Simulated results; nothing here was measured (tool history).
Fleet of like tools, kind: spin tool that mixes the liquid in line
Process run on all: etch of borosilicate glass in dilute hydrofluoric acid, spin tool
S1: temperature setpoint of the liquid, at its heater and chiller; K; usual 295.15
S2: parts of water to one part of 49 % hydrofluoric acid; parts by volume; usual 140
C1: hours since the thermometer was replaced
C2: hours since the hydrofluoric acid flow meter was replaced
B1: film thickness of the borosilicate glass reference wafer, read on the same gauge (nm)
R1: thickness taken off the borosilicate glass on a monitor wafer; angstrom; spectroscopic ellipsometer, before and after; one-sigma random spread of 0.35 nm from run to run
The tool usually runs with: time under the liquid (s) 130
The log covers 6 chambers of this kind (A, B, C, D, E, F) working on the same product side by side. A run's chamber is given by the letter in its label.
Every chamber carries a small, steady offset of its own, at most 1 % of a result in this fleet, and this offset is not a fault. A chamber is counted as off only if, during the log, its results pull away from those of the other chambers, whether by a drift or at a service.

{"run": "1C", "hour": 12.1, "S1": 295.15, "S2": 140, "time under the liquid (s)": 130, "C1": 1349.9, "C2": 366.8, "B1": 39.996, "R1": 378.7}
{"run": "2E", "hour": 19.8, "S1": 295.15, "S2": 140, "time under the liquid (s)": 130, "C1": 1168.7, "C2": 190.1, "B1": 39.979, "R1": 375.33}
{"run": "3F", "hour": 32.7, "S1": 295.15, "S2": 140, "time under the liquid (s)": 130, "C1": 342.9, "C2": 513.8, "B1": 40.033, "R1": 377.93}
{"hour": 39.4, "done": "chamber F: hydrofluoric acid flow meter replaced"}
{"run": "4D", "hour": 45.9, "S1": 295.15, "S2": 140, "time under the liquid (s)": 130, "C1": 606.9, "C2": 587.4, "B1": 39.992, "R1": 371.86}
{"run": "5B", "hour": 53.5, "S1": 295.15, "S2": 140, "time under the liquid (s)": 130, "C1": 1343, "C2": 967.8, "B1": 39.938, "R1": 378.72}
{"run": "6A", "hour": 60.6, "S1": 295.15, "S2": 140, "time under the liquid (s)": 130, "C1": 1172, "C2": 172.3, "B1": 40.004, "R1": 376.96}
{"run": "7C", "hour": 67.3, "S1": 293.15, "S2": 90, "time under the liquid (s)": 130, "C1": 1405.1, "C2": 422, "B1": 39.969, "R1": 554.74}
{"run": "8E", "hour": 74.0, "S1": 293.15, "S2": 90, "time under the liquid (s)": 130, "C1": 1222.9, "C2": 244.3, "B1": 39.947, "R1": 573.71}
{"run": "9D", "hour": 87.4, "S1": 293.15, "S2": 90, "time under the liquid (s)": 130, "C1": 648.4, "C2": 628.9, "B1": 40.037, "R1": 572.47}
{"run": "10F", "hour": 94.3, "S1": 293.15, "S2": 90, "time under the liquid (s)": 130, "C1": 404.5, "C2": 55, "B1": 39.938, "R1": 567.51}
{"run": "11B", "hour": 102.3, "S1": 293.15, "S2": 90, "time under the liquid (s)": 130, "C1": 1391.8, "C2": 1016.6, "B1": 39.973, "R1": 565.08}
{"run": "12A", "hour": 115.3, "S1": 293.15, "S2": 90, "time under the liquid (s)": 130, "C1": 1226.7, "C2": 227, "B1": 39.975, "R1": 588.91}
{"run": "13B", "hour": 129.4, "S1": 291.65, "S2": 140, "time under the liquid (s)": 130, "C1": 1418.9, "C2": 1043.7, "B1": 39.987, "R1": 331.23}
{"run": "14F", "hour": 141.1, "S1": 291.65, "S2": 140, "time under the liquid (s)": 130, "C1": 451.3, "C2": 101.8, "B1": 40.036, "R1": 320.76}
{"run": "15E", "hour": 151.4, "S1": 291.65, "S2": 140, "time under the liquid (s)": 130, "C1": 1300.3, "C2": 321.7, "B1": 40.005, "R1": 328.51}
{"run": "16A", "hour": 160.9, "S1": 291.65, "S2": 140, "time under the liquid (s)": 130, "C1": 1272.3, "C2": 272.6, "B1": 39.956, "R1": 333.22}
{"run": "17D", "hour": 170.9, "S1": 291.65, "S2": 140, "time under the liquid (s)": 130, "C1": 731.9, "C2": 712.4, "B1": 40.035, "R1": 322.61}
{"run": "18C", "hour": 184.1, "S1": 291.65, "S2": 140, "time under the liquid (s)": 130, "C1": 1521.9, "C2": 538.8, "B1": 40.01, "R1": 321.47}
{"hour": 184.7, "done": "chamber E: thermometer replaced"}
{"run": "19A", "hour": 193.8, "S1": 295.15, "S2": 140, "time under the liquid (s)": 130, "C1": 1305.2, "C2": 305.5, "B1": 39.976, "R1": 381.07}
{"run": "20C", "hour": 201.2, "S1": 295.15, "S2": 140, "time under the liquid (s)": 130, "C1": 1539, "C2": 555.9, "B1": 39.955, "R1": 369.54}
{"run": "21E", "hour": 208.6, "S1": 295.15, "S2": 140, "time under the liquid (s)": 130, "C1": 23.9, "C2": 378.9, "B1": 40.019, "R1": 379.98}
{"run": "22D", "hour": 218.2, "S1": 295.15, "S2": 140, "time under the liquid (s)": 130, "C1": 779.2, "C2": 759.7, "B1": 39.974, "R1": 372.22}
{"run": "23F", "hour": 226.5, "S1": 295.15, "S2": 140, "time under the liquid (s)": 130, "C1": 536.7, "C2": 187.2, "B1": 39.952, "R1": 378.03}
{"run": "24B", "hour": 236.0, "S1": 295.15, "S2": 140, "time under the liquid (s)": 130, "C1": 1525.5, "C2": 1150.3, "B1": 40.009, "R1": 378.58}
{"run": "25F", "hour": 250.2, "S1": 295.15, "S2": 140, "time under the liquid (s)": 130, "C1": 560.4, "C2": 210.9, "B1": 40.015, "R1": 379.49}
{"run": "26A", "hour": 258.3, "S1": 295.15, "S2": 140, "time under the liquid (s)": 130, "C1": 1369.7, "C2": 370, "B1": 39.971, "R1": 376.85}
{"run": "27B", "hour": 265.9, "S1": 295.15, "S2": 140, "time under the liquid (s)": 130, "C1": 1555.4, "C2": 1180.2, "B1": 40.006, "R1": 374.57}
{"run": "28C", "hour": 279.5, "S1": 295.15, "S2": 140, "time under the liquid (s)": 130, "C1": 1617.3, "C2": 634.2, "B1": 39.977, "R1": 379.51}
{"run": "29D", "hour": 292.6, "S1": 295.15, "S2": 140, "time under the liquid (s)": 130, "C1": 853.6, "C2": 834.1, "B1": 39.997, "R1": 372.09}
{"run": "30E", "hour": 299.7, "S1": 295.15, "S2": 140, "time under the liquid (s)": 205, "C1": 115, "C2": 470, "B1": 40.01, "R1": 591.43}
{"run": "31A", "hour": 312.0, "S1": 295.15, "S2": 140, "time under the liquid (s)": 205, "C1": 1423.4, "C2": 423.7, "B1": 39.988, "R1": 600.41}
{"run": "32B", "hour": 321.6, "S1": 295.15, "S2": 140, "time under the liquid (s)": 205, "C1": 1611.1, "C2": 1235.9, "B1": 39.998, "R1": 589}
{"run": "33C", "hour": 335.7, "S1": 295.15, "S2": 140, "time under the liquid (s)": 205, "C1": 1673.5, "C2": 690.4, "B1": 39.984, "R1": 586.97}
{"run": "34D", "hour": 343.0, "S1": 295.15, "S2": 140, "time under the liquid (s)": 205, "C1": 904, "C2": 884.5, "B1": 39.994, "R1": 589.34}
{"run": "35E", "hour": 354.3, "S1": 295.15, "S2": 140, "time under the liquid (s)": 205, "C1": 169.6, "C2": 524.6, "B1": 39.993, "R1": 594.6}
{"run": "36F", "hour": 360.6, "S1": 296.65, "S2": 140, "time under the liquid (s)": 130, "C1": 670.8, "C2": 321.3, "B1": 40.001, "R1": 396.94}
{"run": "37D", "hour": 366.8, "S1": 296.65, "S2": 140, "time under the liquid (s)": 130, "C1": 927.8, "C2": 908.3, "B1": 39.952, "R1": 390.32}
{"run": "38E", "hour": 379.6, "S1": 296.65, "S2": 140, "time under the liquid (s)": 130, "C1": 194.9, "C2": 549.9, "B1": 40.064, "R1": 397.4}
{"run": "39A", "hour": 386.3, "S1": 296.65, "S2": 140, "time under the liquid (s)": 130, "C1": 1497.7, "C2": 498, "B1": 40.049, "R1": 395.31}
{"run": "40B", "hour": 397.2, "S1": 296.65, "S2": 140, "time under the liquid (s)": 130, "C1": 1686.7, "C2": 1311.5, "B1": 39.963, "R1": 399.95}
{"run": "41F", "hour": 407.8, "S1": 296.65, "S2": 140, "time under the liquid (s)": 130, "C1": 718, "C2": 368.5, "B1": 40.012, "R1": 396.85}
{"run": "42C", "hour": 418.4, "S1": 295.15, "S2": 140, "time under the liquid (s)": 130, "C1": 1756.2, "C2": 773.1, "B1": 40.023, "R1": 375.19}

Is one chamber off against the others, does the gauge drift, or is nothing wrong? If a chamber is off, say which, and what the likeliest cause is.

The fleet is healthy, with each chamber sitting at its usual small offset and no drift in the gauge.

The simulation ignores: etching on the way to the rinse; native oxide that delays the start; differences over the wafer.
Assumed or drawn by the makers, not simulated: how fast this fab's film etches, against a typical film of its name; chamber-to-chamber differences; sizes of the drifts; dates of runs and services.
